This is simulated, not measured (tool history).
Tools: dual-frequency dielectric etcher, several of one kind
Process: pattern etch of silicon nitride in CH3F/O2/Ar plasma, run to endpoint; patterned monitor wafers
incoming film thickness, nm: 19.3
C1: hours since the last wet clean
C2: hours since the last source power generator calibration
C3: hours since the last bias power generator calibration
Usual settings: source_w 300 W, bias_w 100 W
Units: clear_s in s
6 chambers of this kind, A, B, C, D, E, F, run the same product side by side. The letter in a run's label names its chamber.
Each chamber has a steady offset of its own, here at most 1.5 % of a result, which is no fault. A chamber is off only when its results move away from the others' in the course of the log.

{"run": "1D", "hour": 5.8, "source_w": 300, "bias_w": 100, "C1": 207.1, "C2": 887.5, "C3": 768.6, "clear_s": 27.734}
{"run": "2B", "hour": 12.5, "source_w": 300, "bias_w": 100, "C1": 436.8, "C2": 3459.7, "C3": 2322.4, "clear_s": 27.558}
{"run": "3C", "hour": 18.3, "source_w": 300, "bias_w": 100, "C1": 116.5, "C2": 1155.3, "C3": 2483.3, "clear_s": 27.412}
{"run": "4A", "hour": 27.1, "source_w": 300, "bias_w": 100, "C1": 174.1, "C2": 4096.8, "C3": 592.2, "clear_s": 27.771}
{"run": "5F", "hour": 33.0, "source_w": 230, "bias_w": 84, "C1": 38.2, "C2": 1064.9, "C3": 827.8, "clear_s": 32.875}
{"run": "6E", "hour": 41.8, "source_w": 230, "bias_w": 84, "C1": 183.3, "C2": 2092.6, "C3": 2932.7, "clear_s": 32.64}
{"run": "7C", "hour": 53.8, "source_w": 230, "bias_w": 84, "C1": 152, "C2": 1190.8, "C3": 2518.8, "clear_s": 32.212}
{"run": "8E", "hour": 66.1, "source_w": 230, "bias_w": 84, "C1": 207.6, "C2": 2116.9, "C3": 2957, "clear_s": 32.772}
{"run": "9A", "hour": 71.4, "source_w": 230, "bias_w": 84, "C1": 218.4, "C2": 4141.1, "C3": 636.5, "clear_s": 32.586}
{"hour": 76.8, "done": "chamber A: source power generator calibrated"}
{"run": "10D", "hour": 83.6, "source_w": 230, "bias_w": 84, "C1": 284.9, "C2": 965.3, "C3": 846.4, "clear_s": 32.697}
{"run": "11F", "hour": 95.7, "source_w": 300, "bias_w": 100, "C1": 100.9, "C2": 1127.6, "C3": 890.5, "clear_s": 27.98}
{"hour": 104.4, "done": "chamber B: wet clean of the chamber"}
{"run": "12B", "hour": 106.4, "source_w": 300, "bias_w": 100, "C1": 2, "C2": 3553.6, "C3": 2416.3, "clear_s": 27.473}
{"run": "13F", "hour": 112.1, "source_w": 300, "bias_w": 100, "C1": 117.3, "C2": 1144, "C3": 906.9, "clear_s": 27.931}
{"run": "14D", "hour": 119.7, "source_w": 300, "bias_w": 100, "C1": 321, "C2": 1001.4, "C3": 882.5, "clear_s": 27.616}
{"run": "15A", "hour": 125.1, "source_w": 300, "bias_w": 100, "C1": 272.1, "C2": 48.4, "C3": 690.2, "clear_s": 27.735}
{"run": "16C", "hour": 134.5, "source_w": 300, "bias_w": 100, "C1": 232.7, "C2": 1271.5, "C3": 2599.5, "clear_s": 27.557}
{"run": "17B", "hour": 143.0, "source_w": 300, "bias_w": 87, "C1": 38.6, "C2": 3590.2, "C3": 2452.9, "clear_s": 28.915}
{"run": "18E", "hour": 149.8, "source_w": 300, "bias_w": 87, "C1": 291.3, "C2": 2200.6, "C3": 3040.7, "clear_s": 29.589}
{"run": "19F", "hour": 155.9, "source_w": 300, "bias_w": 87, "C1": 161.1, "C2": 1187.8, "C3": 950.7, "clear_s": 29.567}
{"run": "20D", "hour": 165.3, "source_w": 300, "bias_w": 87, "C1": 366.6, "C2": 1047, "C3": 928.1, "clear_s": 29.244}
{"run": "21A", "hour": 171.9, "source_w": 300, "bias_w": 87, "C1": 318.9, "C2": 95.2, "C3": 737, "clear_s": 29.091}
{"run": "22E", "hour": 182.8, "source_w": 300, "bias_w": 87, "C1": 324.3, "C2": 2233.6, "C3": 3073.7, "clear_s": 29.685}
{"run": "23B", "hour": 192.4, "source_w": 300, "bias_w": 100, "C1": 88, "C2": 3639.6, "C3": 2502.3, "clear_s": 27.638}
{"hour": 199.4, "done": "chamber D: wet clean of the chamber"}
{"run": "24C", "hour": 200.9, "source_w": 300, "bias_w": 100, "C1": 299.1, "C2": 1337.9, "C3": 2665.9, "clear_s": 27.477}
{"run": "25D", "hour": 211.9, "source_w": 300, "bias_w": 100, "C1": 12.5, "C2": 1093.6, "C3": 974.7, "clear_s": 27.794}
{"run": "26A", "hour": 222.7, "source_w": 340, "bias_w": 88, "C1": 369.7, "C2": 146, "C3": 787.8, "clear_s": 27.676}
{"run": "27C", "hour": 228.3, "source_w": 340, "bias_w": 88, "C1": 326.5, "C2": 1365.3, "C3": 2693.3, "clear_s": 27.394}
{"run": "28B", "hour": 238.1, "source_w": 340, "bias_w": 88, "C1": 133.7, "C2": 3685.3, "C3": 2548, "clear_s": 27.578}
{"run": "29E", "hour": 243.8, "source_w": 340, "bias_w": 88, "C1": 385.3, "C2": 2294.6, "C3": 3134.7, "clear_s": 28.399}
{"hour": 252.2, "done": "chamber C: wet clean of the chamber"}
{"run": "30F", "hour": 254.8, "source_w": 340, "bias_w": 88, "C1": 260, "C2": 1286.7, "C3": 1049.6, "clear_s": 28.076}
{"run": "31A", "hour": 265.3, "source_w": 340, "bias_w": 88, "C1": 412.3, "C2": 188.6, "C3": 830.4, "clear_s": 27.716}
{"run": "32D", "hour": 271.9, "source_w": 300, "bias_w": 100, "C1": 72.5, "C2": 1153.6, "C3": 1034.7, "clear_s": 27.728}
{"run": "33B", "hour": 284.0, "source_w": 300, "bias_w": 100, "C1": 179.6, "C2": 3731.2, "C3": 2593.9, "clear_s": 27.38}
{"run": "34E", "hour": 289.6, "source_w": 300, "bias_w": 100, "C1": 431.1, "C2": 2340.4, "C3": 3180.5, "clear_s": 28.528}
{"run": "35F", "hour": 298.2, "source_w": 300, "bias_w": 100, "C1": 303.4, "C2": 1330.1, "C3": 1093, "clear_s": 28.227}
{"run": "36C", "hour": 305.5, "source_w": 300, "bias_w": 100, "C1": 53.3, "C2": 1442.5, "C3": 2770.5, "clear_s": 27.492}
{"run": "37E", "hour": 314.6, "source_w": 300, "bias_w": 100, "C1": 456.1, "C2": 2365.4, "C3": 3205.5, "clear_s": 28.623}
{"run": "38F", "hour": 320.1, "source_w": 300, "bias_w": 100, "C1": 325.3, "C2": 1352, "C3": 1114.9, "clear_s": 27.776}
{"run": "39B", "hour": 328.3, "source_w": 300, "bias_w": 100, "C1": 223.9, "C2": 3775.5, "C3": 2638.2, "clear_s": 27.42}
{"run": "40A", "hour": 334.8, "source_w": 300, "bias_w": 100, "C1": 481.8, "C2": 258.1, "C3": 899.9, "clear_s": 27.756}

What goes on in this fleet: one chamber off, a drifting gauge, or nothing beyond the chambers' own small offsets? Name the chamber and the cause, if any.

Chamber E drifts away from the others.
Cause: etch rate under this chamber's usual, % = 3.25.

Here are 4 candidates for chamber E's next run, each the usual settings with a change, their results left as question marks. Which one brings its results back in line with what the others give on the usual settings?
In line means no further than this from the other chambers' mean on the usual settings: clear_s 0.35 s
{"run": "41E-1", "hour": 343.7, "source_w": 310, "bias_w": 100, "clear_s": "?"}
{"run": "41E-2", "hour": 343.7, "source_w": 320, "bias_w": 104, "clear_s": "?"}
{"run": "41E-3", "hour": 343.7, "source_w": 290, "bias_w": 100, "clear_s": "?"}
{"run": "41E-4", "hour": 343.7, "source_w": 270, "bias_w": 100, "clear_s": "?"}

The other chambers' mean on the usual settings: clear_s 27.717 s
run=41E-1 clear_s=28.322
run=41E-2 clear_s=27.587
run=41E-3 clear_s=29.039
run=41E-4 clear_s=29.828
41E-2 brings the chamber back in line.
